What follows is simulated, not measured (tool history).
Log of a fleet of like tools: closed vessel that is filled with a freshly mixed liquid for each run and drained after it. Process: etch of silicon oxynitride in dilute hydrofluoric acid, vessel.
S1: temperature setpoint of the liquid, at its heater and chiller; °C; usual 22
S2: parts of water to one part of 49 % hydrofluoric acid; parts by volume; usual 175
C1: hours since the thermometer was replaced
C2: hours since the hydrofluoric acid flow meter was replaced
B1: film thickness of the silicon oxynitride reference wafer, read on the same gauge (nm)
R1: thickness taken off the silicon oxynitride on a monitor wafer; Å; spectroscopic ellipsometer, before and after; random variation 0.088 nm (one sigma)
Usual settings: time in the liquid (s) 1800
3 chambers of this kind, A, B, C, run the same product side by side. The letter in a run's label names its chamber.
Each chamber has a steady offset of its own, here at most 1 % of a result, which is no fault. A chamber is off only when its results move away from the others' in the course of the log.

Run 1B, hour 9: usual settings; C1 51.5; C2 252.9; B1 59.999. Result: R1 152.69 Å.
Run 2C, hour 21.5: usual settings; C1 960.3; C2 835; B1 59.996. Result: R1 153.81 Å.
Run 3A, hour 31.2: usual settings; C1 671.1; C2 1281.4; B1 59.983. Result: R1 155.14 Å.
Run 4A, hour 39: usual settings; C1 678.9; C2 1289.2; B1 59.972. Result: R1 154.65 Å.
Run 5B, hour 47.9: usual settings; C1 90.4; C2 291.8; B1 60.048. Result: R1 152.66 Å.
At hour 50.1: chamber A: hydrofluoric acid flow meter replaced.
Run 6C, hour 55.1: usual settings but time in the liquid (s) 2380; C1 993.9; C2 868.6; B1 59.99. Result: R1 206.1 Å.
Run 7B, hour 66: usual settings but time in the liquid (s) 2380; C1 108.5; C2 309.9; B1 60.002. Result: R1 203.21 Å.
Run 8C, hour 76.3: usual settings but time in the liquid (s) 2380; C1 1015.1; C2 889.8; B1 60.026. Result: R1 201.78 Å.
Run 9A, hour 88.9: usual settings; C1 728.8; C2 38.9; B1 60.031. Result: R1 154.92 Å.
Run 10B, hour 96.3: usual settings; C1 138.8; C2 340.2; B1 59.987. Result: R1 154.17 Å.
Run 11C, hour 106.1: usual settings; C1 1044.9; C2 919.6; B1 60.015. Result: R1 151.6 Å.
Run 12A, hour 115.7: usual settings; C1 755.6; C2 65.7; B1 60.009. Result: R1 155.35 Å.
Run 13C, hour 126: usual settings; C1 1064.8; C2 939.5; B1 59.994. Result: R1 152.96 Å.
Run 14A, hour 133: usual settings; C1 772.9; C2 83; B1 59.994. Result: R1 155.32 Å.
Run 15B, hour 145.5: usual settings; C1 188; C2 389.4; B1 59.987. Result: R1 152.94 Å.
Run 16A, hour 158.3: usual settings; C1 798.2; C2 108.3; B1 59.984. Result: R1 155.7 Å.
Run 17B, hour 165.2: usual settings; C1 207.7; C2 409.1; B1 59.985. Result: R1 152.97 Å.
Run 18C, hour 178.5: usual settings but S1 25.5 °C, time in the liquid (s) 2160; C1 1117.3; C2 992; B1 60.009. Result: R1 210.41 Å.
Run 19C, hour 188.9: usual settings but S1 25.5 °C, time in the liquid (s) 2160; C1 1127.7; C2 1002.4; B1 60.001. Result: R1 208.8 Å.
Run 20A, hour 196.2: usual settings but S1 25.5 °C, time in the liquid (s) 2160; C1 836.1; C2 146.2; B1 60.012. Result: R1 216.58 Å.
Run 21B, hour 205.6: usual settings; C1 248.1; C2 449.5; B1 59.994. Result: R1 153.28 Å.
Run 22A, hour 215.3: usual settings but S1 19 °C, time in the liquid (s) 830; C1 855.2; C2 165.3; B1 59.973. Result: R1 61.935 Å.
Run 23C, hour 222.4: usual settings but S1 19 °C, time in the liquid (s) 830; C1 1161.2; C2 1035.9; B1 59.997. Result: R1 59.2 Å.
Run 24B, hour 228.8: usual settings but S1 19 °C, time in the liquid (s) 830; C1 271.3; C2 472.7; B1 60.012. Result: R1 61.254 Å.
Run 25B, hour 236.9: usual settings; C1 279.4; C2 480.8; B1 59.997. Result: R1 151.72 Å.
Run 26A, hour 242.8: usual settings; C1 882.7; C2 192.8; B1 59.967. Result: R1 155.53 Å.
Run 27C, hour 255.2: usual settings; C1 1194; C2 1068.7; B1 59.994. Result: R1 146.55 Å.
Run 28B, hour 263.5: usual settings; C1 306; C2 507.4; B1 60.024. Result: R1 155.15 Å.
Run 29A, hour 273.2: usual settings; C1 913.1; C2 223.2; B1 59.995. Result: R1 155.39 Å.

Next, every chamber runs the same settings. What will each give?
Run 30A, hour 282.9: usual settings but time in the liquid (s) 1110. Result: R1 ?.
Run 30B, hour 282.9: usual settings but time in the liquid (s) 1110. Result: R1 ?.
Run 30C, hour 282.9: usual settings but time in the liquid (s) 1110. Result: R1 ?.

run      R1
30A  96.543
30B   94.32
30C  89.757
